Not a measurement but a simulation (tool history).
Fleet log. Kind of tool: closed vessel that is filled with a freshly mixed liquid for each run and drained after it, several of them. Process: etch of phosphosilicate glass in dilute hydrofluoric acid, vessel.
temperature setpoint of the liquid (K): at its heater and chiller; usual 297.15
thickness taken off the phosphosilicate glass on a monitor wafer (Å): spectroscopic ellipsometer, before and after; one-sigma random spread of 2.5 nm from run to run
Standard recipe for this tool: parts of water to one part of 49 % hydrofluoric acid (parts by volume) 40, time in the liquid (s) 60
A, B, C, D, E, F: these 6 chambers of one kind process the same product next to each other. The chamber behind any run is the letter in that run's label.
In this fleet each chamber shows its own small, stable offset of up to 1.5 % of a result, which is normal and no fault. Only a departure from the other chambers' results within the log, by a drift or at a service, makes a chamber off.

run     day  temperature setpoint of the liquid (K)  parts of water to one part of 49 % hydrofluoric acid (parts by volume)  time in the liquid (s)  read-back film thickness of the phosphosilicate glass reference wafer, read on the same gauge (nm)  thickness taken off the phosphosilicate glass on a monitor wafer (Å)
 1F   0.296                                  297.15                                                                      40                      60                                                                                              90.034                                                                3245.3
      0.796  -- chamber F: hydrofluoric acid flow meter replaced
 2C   0.842                                  297.15                                                                      40                      60                                                                                              89.970                                                                3214.5
 3E   1.083                                  297.15                                                                      40                      60                                                                                              89.986                                                                3233.1
 4A   1.496                                  297.15                                                                      40                      60                                                                                              89.983                                                                3183.8
 5B   1.742                                  297.15                                                                      40                      60                                                                                              90.030                                                                3232.2
 6D   2.171                                  297.15                                                                      30                      60                                                                                              90.006                                                                4328.8
 7A   2.679                                  297.15                                                                      30                      60                                                                                              90.030                                                                4394.6
 8B   3.054                                  297.15                                                                      30                      60                                                                                              89.989                                                                4427.7
 9F   3.483                                  297.15                                                                      30                      60                                                                                              90.004                                                                4322.6
10E   3.950                                  297.15                                                                      30                      60                                                                                              90.022                                                                4372.9
11D   4.462                                  297.15                                                                      30                      60                                                                                              89.973                                                                4337.1
12C   4.950                                  297.15                                                                      40                      60                                                                                              90.012                                                                3261.1
13A   5.321                                  297.15                                                                      40                      60                                                                                              90.032                                                                3180.8
14B   5.625                                  297.15                                                                      40                      60                                                                                              89.975                                                                3212.7
15F   5.975                                  297.15                                                                      40                      60                                                                                              89.999                                                                3265.6
16C   6.346                                  297.15                                                                      40                      60                                                                                              90.027                                                                3204.8
17E   6.742                                  297.15                                                                      25                      60                                                                                              89.997                                                                5247.5
18D   7.200                                  297.15                                                                      25                      60                                                                                              90.031                                                                5096.4
19E   7.662                                  297.15                                                                      25                      60                                                                                              89.986                                                                5244.9
20B   7.946                                  297.15                                                                      25                      60                                                                                              89.985                                                                5345.6
21A   8.246                                  297.15                                                                      25                      60                                                                                              90.004                                                                5248.9
      8.462  -- chamber E: thermometer replaced
22C   8.704                                  297.15                                                                      25                      60                                                                                              89.968                                                                5273.3
23D   9.112                                  297.15                                                                      40                      60                                                                                              90.011                                                                3096.6
24F   9.375                                  297.15                                                                      40                      60                                                                                              90.013                                                                3206.2
25B   9.625                                  297.15                                                                      40                      60                                                                                              89.987                                                                3197.3
26C  10.000                                  297.15                                                                      40                      60                                                                                              89.994                                                                3284.8
27F  10.304                                  297.15                                                                      40                      60                                                                                              90.016                                                                3232.3
28D  10.712                                  297.15                                                                      40                      60                                                                                              90.031                                                                3063.8
29E  11.154                                  297.15                                                                      40                      60                                                                                              89.959                                                                3179.8
30A  11.417                                  297.15                                                                      40                      60                                                                                              90.033                                                                3219.9
31C  11.942                                  297.15                                                                      40                      60                                                                                              89.995                                                                3177.6
32D  12.371                                  297.15                                                                      40                      60                                                                                              89.980                                                                3056.8
     12.829  -- chamber A: thermometer replaced
33B  12.854                                  297.15                                                                      40                      60                                                                                              89.999                                                                3215.4
34A  13.175                                  297.15                                                                      40                      60                                                                                              89.987                                                                3208.5
35E  13.588                                  297.15                                                                      40                      60                                                                                              89.990                                                                3208.6
36F  14.012                                  297.15                                                                      40                      60                                                                                              89.935                                                                3210.2
37F  14.358                                  297.15                                                                      50                      60                                                                                              89.981                                                                2573.2
38E  14.683                                  297.15                                                                      50                      60                                                                                              90.019                                                                2537.4
39B  15.079                                  297.15                                                                      50                      60                                                                                              90.015                                                                2529.0
40A  15.346                                  297.15                                                                      50                      60                                                                                              90.002                                                                2540.1

Next, every chamber runs the same settings. What will each give?
41A  15.738                                  297.15                                                                      40                      90                                                                                                                                                                         ?
41B  15.738                                  297.15                                                                      40                      90                                                                                                                                                                         ?
41C  15.738                                  297.15                                                                      40                      90                                                                                                                                                                         ?
41D  15.738                                  297.15                                                                      40                      90                                                                                                                                                                         ?
41E  15.738                                  297.15                                                                      40                      90                                                                                                                                                                         ?
41F  15.738                                  297.15                                                                      40                      90                                                                                                                                                                         ?

run  thickness taken off the phosphosilicate glass on a monitor wafer (Å)
41A                                                                4792.8
41B                                                                4821.1
41C                                                                4832.0
41D                                                                4454.2
41E                                                                4802.1
41F                                                                4879.1

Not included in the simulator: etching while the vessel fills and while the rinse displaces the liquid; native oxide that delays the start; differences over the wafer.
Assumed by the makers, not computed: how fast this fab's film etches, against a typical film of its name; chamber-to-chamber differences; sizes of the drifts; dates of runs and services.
